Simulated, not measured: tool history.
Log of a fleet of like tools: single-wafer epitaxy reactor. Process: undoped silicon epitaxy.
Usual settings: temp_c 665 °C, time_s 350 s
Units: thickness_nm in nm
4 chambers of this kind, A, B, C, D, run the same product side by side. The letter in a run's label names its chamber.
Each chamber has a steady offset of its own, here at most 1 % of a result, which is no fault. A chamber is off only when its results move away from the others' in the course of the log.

run,hour,temp_c,time_s,hours since the last pyrometer calibration,"read-back reference wafer on the same gauge, thickness_nm",thickness_nm
1D,9.7,665,350,1508.9,90.572,81.213
2C,19.4,665,350,1310.4,90.513,80.476
3B,27.7,665,350,613.7,90.63,80.003
4A,41.1,665,350,873.7,90.569,81.346
5B,52.8,665,350,638.8,90.635,79.95
6D,67.8,665,350,1567,90.731,82.106
7A,79.8,665,350,912.4,90.603,80.825
8C,94.9,665,350,1385.9,90.514,80.67
9C,104.7,672,350,1395.7,90.652,94.55
# hour 108.1: chamber D: pyrometer calibrated
10B,112.2,672,350,698.2,90.634,92.768
11A,123.2,672,350,955.8,90.669,93.455
12D,136.9,672,350,28.9,90.609,94.454
13B,150.9,665,371,736.9,90.585,85.266
14C,160.4,665,371,1451.4,90.576,85.623
15A,168.3,665,371,1000.9,90.548,85.09
16D,177.1,665,371,69.1,90.565,86.27
17B,191.1,679,350,777.1,90.642,106.05
18C,205,679,350,1496,90.596,108.05
19D,218.4,679,350,110.4,90.773,108.93
20A,231.1,679,350,1063.7,90.544,107.52
21B,238.2,677,376,824.2,90.587,109.8
22A,253.1,677,376,1085.7,90.583,110.81
23D,266,677,376,158,90.533,112.4
24C,276.5,677,376,1567.5,90.566,110.93
25A,292,665,350,1124.6,90.606,80.736
26C,306.5,665,350,1597.5,90.615,80.676
27D,313.6,665,350,205.6,90.52,80.588
28B,326.1,652,318,912.1,90.677,55.052
29D,337.7,652,318,229.7,90.547,56.066
30A,348.1,652,318,1180.7,90.58,55.567
31C,358.2,652,318,1649.2,90.592,55.407
32B,366.2,665,350,952.2,90.679,80.349
33A,378.7,652,350,1211.3,90.626,61.643
34C,390.1,652,350,1681.1,90.557,61.164
35D,401.9,652,350,293.9,90.612,61.226
36B,409.3,652,350,995.3,90.581,61.301
37C,421,665,350,1712,90.572,80.652
38A,434.7,665,350,1267.3,90.59,80.972
39B,441.9,665,350,1027.9,90.629,80.489
40D,448.8,665,350,340.8,90.559,81.062
41D,458.4,665,350,350.4,90.54,81.131

Next, every chamber runs the same settings. What will each give?
42A,469.7,665,350,,,?
42B,469.7,665,350,,,?
42C,469.7,665,350,,,?
42D,469.7,665,350,,,?

run,thickness_nm
42A,81.349
42B,80.313
42C,80.434
42D,81.167

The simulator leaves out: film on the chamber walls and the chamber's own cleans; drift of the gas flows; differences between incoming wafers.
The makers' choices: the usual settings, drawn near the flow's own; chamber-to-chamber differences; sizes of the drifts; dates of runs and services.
